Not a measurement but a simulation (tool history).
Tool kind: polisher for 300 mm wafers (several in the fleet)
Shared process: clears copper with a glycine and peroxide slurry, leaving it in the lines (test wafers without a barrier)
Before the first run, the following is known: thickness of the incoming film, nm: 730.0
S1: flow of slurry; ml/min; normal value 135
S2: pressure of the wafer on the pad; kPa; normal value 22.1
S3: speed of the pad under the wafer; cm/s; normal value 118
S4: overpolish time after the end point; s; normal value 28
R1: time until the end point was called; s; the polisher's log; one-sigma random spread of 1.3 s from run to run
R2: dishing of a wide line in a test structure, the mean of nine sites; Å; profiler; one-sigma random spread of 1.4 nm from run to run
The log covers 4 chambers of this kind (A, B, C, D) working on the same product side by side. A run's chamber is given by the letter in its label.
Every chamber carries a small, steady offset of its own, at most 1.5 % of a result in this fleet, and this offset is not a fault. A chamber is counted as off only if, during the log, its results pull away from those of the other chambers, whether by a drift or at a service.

{"hour": 6.1, "done": "chamber D: worn pad replaced by a new one"}
{"run": "1D", "hour": 8.6, "S1": 135, "S2": 22.1, "S3": 118, "S4": 28, "R1": 109.15, "R2": 1013.5}
{"run": "2C", "hour": 21.8, "S1": 135, "S2": 22.1, "S3": 118, "S4": 28, "R1": 111.6, "R2": 1029.3}
{"run": "3B", "hour": 34.6, "S1": 135, "S2": 22.1, "S3": 118, "S4": 28, "R1": 110.12, "R2": 1004.9}
{"hour": 37.3, "done": "chamber C: slurry nozzle cleaned"}
{"hour": 45.9, "done": "chamber B: slurry nozzle cleaned"}
{"run": "4A", "hour": 47.3, "S1": 135, "S2": 22.1, "S3": 118, "S4": 28, "R1": 112.47, "R2": 974.25}
{"run": "5A", "hour": 59.9, "S1": 135, "S2": 22.1, "S3": 118, "S4": 28, "R1": 109.98, "R2": 973.5}
{"hour": 63.5, "done": "chamber C: worn pad replaced by a new one"}
{"run": "6B", "hour": 69.8, "S1": 135, "S2": 15.2, "S3": 90, "S4": 28, "R1": 185.51, "R2": 700.09}
{"run": "7C", "hour": 82.4, "S1": 135, "S2": 15.2, "S3": 90, "S4": 28, "R1": 187.59, "R2": 686.7}
{"run": "8D", "hour": 90.3, "S1": 135, "S2": 15.2, "S3": 90, "S4": 28, "R1": 184.18, "R2": 701.45}
{"run": "9B", "hour": 104.1, "S1": 135, "S2": 15.2, "S3": 90, "S4": 28, "R1": 188.87, "R2": 685.31}
{"hour": 106.6, "done": "chamber A: slurry nozzle cleaned"}
{"hour": 110.6, "done": "chamber A: worn pad replaced by a new one"}
{"run": "10C", "hour": 115.1, "S1": 170, "S2": 22.1, "S3": 118, "S4": 16, "R1": 107.76, "R2": 696.6}
{"run": "11D", "hour": 123.8, "S1": 170, "S2": 22.1, "S3": 118, "S4": 16, "R1": 105.64, "R2": 702.15}
{"run": "12A", "hour": 137.2, "S1": 170, "S2": 22.1, "S3": 118, "S4": 16, "R1": 106.38, "R2": 696.68}
{"hour": 144.9, "done": "chamber B: worn pad replaced by a new one"}
{"run": "13C", "hour": 145.1, "S1": 170, "S2": 22.1, "S3": 118, "S4": 16, "R1": 107.44, "R2": 688.62}
{"run": "14D", "hour": 156.2, "S1": 135, "S2": 22.1, "S3": 118, "S4": 28, "R1": 110.98, "R2": 1019.7}
{"hour": 160.4, "done": "chamber D: worn pad replaced by a new one"}
{"run": "15A", "hour": 163.9, "S1": 135, "S2": 22.1, "S3": 118, "S4": 28, "R1": 113.14, "R2": 977.24}
{"run": "16B", "hour": 178.3, "S1": 135, "S2": 22.1, "S3": 118, "S4": 28, "R1": 110.27, "R2": 1000.9}
{"run": "17B", "hour": 186.1, "S1": 135, "S2": 22.1, "S3": 118, "S4": 28, "R1": 112.17, "R2": 1007.7}
{"run": "18D", "hour": 196.6, "S1": 135, "S2": 22.1, "S3": 118, "S4": 28, "R1": 112.01, "R2": 1028.5}
{"run": "19A", "hour": 206.7, "S1": 135, "S2": 22.1, "S3": 118, "S4": 28, "R1": 109.58, "R2": 998.56}
{"run": "20C", "hour": 219.5, "S1": 135, "S2": 22.1, "S3": 118, "S4": 28, "R1": 113.02, "R2": 1022.5}
{"run": "21C", "hour": 231.6, "S1": 135, "S2": 22.1, "S3": 118, "S4": 28, "R1": 114.63, "R2": 995.3}
{"hour": 234.8, "done": "chamber C: worn pad replaced by a new one"}
{"hour": 237.1, "done": "chamber A: worn pad replaced by a new one"}
{"run": "22B", "hour": 239.5, "S1": 135, "S2": 22.1, "S3": 118, "S4": 28, "R1": 110.67, "R2": 1001.6}
{"run": "23A", "hour": 250.6, "S1": 135, "S2": 22.1, "S3": 118, "S4": 28, "R1": 110.28, "R2": 1004.9}
{"run": "24D", "hour": 263.5, "S1": 135, "S2": 22.1, "S3": 118, "S4": 28, "R1": 110.56, "R2": 1006.5}
{"run": "25C", "hour": 273.6, "S1": 135, "S2": 27.6, "S3": 118, "S4": 12, "R1": 92.399, "R2": 643.03}
{"hour": 276.9, "done": "chamber B: worn pad replaced by a new one"}
{"run": "26A", "hour": 284.9, "S1": 135, "S2": 27.6, "S3": 118, "S4": 12, "R1": 89.44, "R2": 632.85}
{"run": "27B", "hour": 295.5, "S1": 135, "S2": 27.6, "S3": 118, "S4": 12, "R1": 90.745, "R2": 630.49}
{"run": "28D", "hour": 303.7, "S1": 135, "S2": 27.6, "S3": 118, "S4": 12, "R1": 90.367, "R2": 611.48}
{"hour": 308.5, "done": "chamber D: worn pad replaced by a new one"}
{"run": "29D", "hour": 317.8, "S1": 165, "S2": 22.1, "S3": 118, "S4": 42, "R1": 108.07, "R2": 1271.0}
{"run": "30C", "hour": 326.5, "S1": 165, "S2": 22.1, "S3": 118, "S4": 42, "R1": 107.2, "R2": 1302.1}
{"run": "31B", "hour": 334.6, "S1": 165, "S2": 22.1, "S3": 118, "S4": 42, "R1": 105.86, "R2": 1291.8}
{"hour": 342.0, "done": "chamber D: slurry nozzle cleaned"}
{"run": "32A", "hour": 348.2, "S1": 165, "S2": 22.1, "S3": 118, "S4": 42, "R1": 106.52, "R2": 1280.5}
{"run": "33D", "hour": 356.9, "S1": 135, "S2": 22.1, "S3": 118, "S4": 28, "R1": 111.81, "R2": 993.36}
{"hour": 359.6, "done": "chamber A: worn pad replaced by a new one"}
{"run": "34B", "hour": 371.3, "S1": 135, "S2": 16.5, "S3": 118, "S4": 28, "R1": 139.36, "R2": 835.17}
{"hour": 378.4, "done": "chamber A: head pressure recalibrated"}
{"run": "35A", "hour": 382.1, "S1": 135, "S2": 16.5, "S3": 118, "S4": 28, "R1": 141.7, "R2": 838.1}
{"run": "36C", "hour": 395.0, "S1": 135, "S2": 16.5, "S3": 118, "S4": 28, "R1": 138.88, "R2": 842.02}
{"hour": 401.3, "done": "chamber C: worn pad replaced by a new one"}
{"run": "37C", "hour": 401.5, "S1": 135, "S2": 16.5, "S3": 118, "S4": 28, "R1": 143.18, "R2": 838.13}
{"run": "38A", "hour": 415.2, "S1": 135, "S2": 22.1, "S3": 118, "S4": 28, "R1": 112.5, "R2": 1021.8}
{"hour": 420.5, "done": "chamber B: worn pad replaced by a new one"}
{"run": "39D", "hour": 424.6, "S1": 135, "S2": 22.1, "S3": 118, "S4": 28, "R1": 110.03, "R2": 1034.9}
{"run": "40B", "hour": 431.5, "S1": 135, "S2": 22.1, "S3": 118, "S4": 28, "R1": 111.11, "R2": 1004.8}
{"hour": 439.6, "done": "chamber A: slurry nozzle cleaned"}
{"run": "41D", "hour": 439.8, "S1": 135, "S2": 22.1, "S3": 118, "S4": 28, "R1": 110.54, "R2": 1024.2}
{"run": "42A", "hour": 449.5, "S1": 135, "S2": 22.1, "S3": 118, "S4": 28, "R1": 112.89, "R2": 995.26}
{"run": "43B", "hour": 459.3, "S1": 135, "S2": 22.1, "S3": 118, "S4": 28, "R1": 113.5, "R2": 987.74}
{"hour": 459.4, "done": "chamber C: head pressure recalibrated"}
{"run": "44C", "hour": 473.9, "S1": 105, "S2": 15.9, "S3": 118, "S4": 28, "R1": 154.78, "R2": 783.81}

Is one chamber out of step, is the gauge drifting, or do the chambers differ by no more than their own small offsets? For an off chamber, give its letter and the likeliest cause.

No chamber is off and the gauge is stable; the differences are just each chamber's small, constant offset.
